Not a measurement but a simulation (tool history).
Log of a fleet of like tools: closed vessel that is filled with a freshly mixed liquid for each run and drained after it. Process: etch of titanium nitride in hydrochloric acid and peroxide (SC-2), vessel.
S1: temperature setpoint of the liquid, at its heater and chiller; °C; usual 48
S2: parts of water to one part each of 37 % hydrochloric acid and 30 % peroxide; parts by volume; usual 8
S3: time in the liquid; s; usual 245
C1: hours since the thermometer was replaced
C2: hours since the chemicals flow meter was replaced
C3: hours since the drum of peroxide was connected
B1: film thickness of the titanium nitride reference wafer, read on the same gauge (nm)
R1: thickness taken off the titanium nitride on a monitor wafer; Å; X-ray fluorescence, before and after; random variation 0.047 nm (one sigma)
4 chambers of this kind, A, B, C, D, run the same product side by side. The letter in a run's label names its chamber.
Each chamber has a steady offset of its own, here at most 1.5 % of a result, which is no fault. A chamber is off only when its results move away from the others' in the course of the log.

| run | hour | S1 | S2 | S3 | C1 | C2 | C3 | B1 | R1 |
|---|---|---|---|---|---|---|---|---|---|
| 1A | 11.9 | 48 | 8 | 245 | 143.6 | 1479.8 | 246.6 | 110.01 | 76.147 |
| 2D | 23.3 | 48 | 8 | 245 | 1855.8 | 56.4 | 1220.4 | 110 | 75.334 |
| 3B | 30.2 | 48 | 8 | 245 | 3143.2 | 524.9 | 210.7 | 110.02 | 76.419 |
|  | 35.9 | chamber D: new drum of peroxide connected |
| 4C | 39.9 | 48 | 8 | 245 | 780.9 | 1681.4 | 262.9 | 109.99 | 75.209 |
| 5D | 47.8 | 48 | 8 | 245 | 1880.3 | 80.9 | 12 | 110.01 | 75.761 |
| 6B | 54.5 | 48 | 8 | 245 | 3167.5 | 549.2 | 235 | 110.01 | 75.647 |
| 7C | 68 | 48 | 8 | 245 | 809 | 1709.5 | 291 | 110 | 75.361 |
| 8A | 79.5 | 48 | 8 | 245 | 211.2 | 1547.4 | 314.2 | 110.03 | 75.673 |
| 9C | 87.9 | 48 | 8 | 115 | 828.9 | 1729.4 | 310.9 | 110.01 | 35.172 |
|  | 97.1 | chamber B: thermometer replaced |
| 10B | 99.2 | 48 | 8 | 115 | 2.1 | 593.9 | 279.7 | 110.01 | 35.801 |
| 11A | 109.2 | 48 | 8 | 115 | 240.9 | 1577.1 | 343.9 | 110.02 | 35.64 |
| 12D | 116.7 | 48 | 8 | 115 | 1949.2 | 149.8 | 80.9 | 110 | 35.897 |
| 13B | 129.5 | 48 | 8 | 245 | 32.4 | 624.2 | 310 | 110 | 75.479 |
|  | 133.7 | chamber C: new drum of peroxide connected |
|  | 137.8 | chamber B: new drum of peroxide connected |
| 14A | 138 | 48 | 8 | 245 | 269.7 | 1605.9 | 372.7 | 109.98 | 76.477 |
| 15D | 148 | 48 | 8 | 245 | 1980.5 | 181.1 | 112.2 | 110.01 | 75.508 |
| 16C | 159.5 | 48 | 8 | 245 | 900.5 | 1801 | 25.8 | 110 | 74.532 |
| 17D | 168.2 | 48 | 8 | 245 | 2000.7 | 201.3 | 132.4 | 110.02 | 76.519 |
| 18B | 177.1 | 48 | 8 | 245 | 80 | 671.8 | 39.4 | 110 | 75.264 |
| 19C | 190.1 | 48 | 8 | 245 | 931.1 | 1831.6 | 56.4 | 110 | 74.708 |
| 20A | 202.6 | 48 | 8 | 245 | 334.3 | 1670.5 | 437.3 | 110.01 | 75.542 |
|  | 210.5 | chamber A: new drum of peroxide connected |
| 21A | 210.6 | 48 | 8 | 245 | 342.3 | 1678.5 | 0.2 | 109.97 | 76.557 |
| 22C | 220.3 | 48 | 8 | 245 | 961.3 | 1861.8 | 86.6 | 109.98 | 74.783 |
| 23B | 233.7 | 48 | 8 | 245 | 136.6 | 728.4 | 96 | 110 | 75.737 |
| 24D | 239.9 | 48 | 8 | 245 | 2072.4 | 273 | 204.1 | 109.98 | 76.16 |
| 25D | 247.4 | 48 | 8 | 245 | 2079.9 | 280.5 | 211.6 | 109.98 | 75.463 |
| 26C | 257.3 | 48 | 8 | 245 | 998.3 | 1898.8 | 123.6 | 110.03 | 74.518 |
| 27B | 263.8 | 53.5 | 8 | 245 | 166.7 | 758.5 | 126.1 | 109.99 | 107.99 |

Next, every chamber runs the same settings. What will each give?
| 28A | 273.7 | 48 | 8 | 245 |  |  |  |  | ? |
| 28B | 273.7 | 48 | 8 | 245 |  |  |  |  | ? |
| 28C | 273.7 | 48 | 8 | 245 |  |  |  |  | ? |
| 28D | 273.7 | 48 | 8 | 245 |  |  |  |  | ? |

| run | R1 |
|---|---|
| 28A | 76.248 |
| 28B | 77.043 |
| 28C | 74.596 |
| 28D | 75.864 |

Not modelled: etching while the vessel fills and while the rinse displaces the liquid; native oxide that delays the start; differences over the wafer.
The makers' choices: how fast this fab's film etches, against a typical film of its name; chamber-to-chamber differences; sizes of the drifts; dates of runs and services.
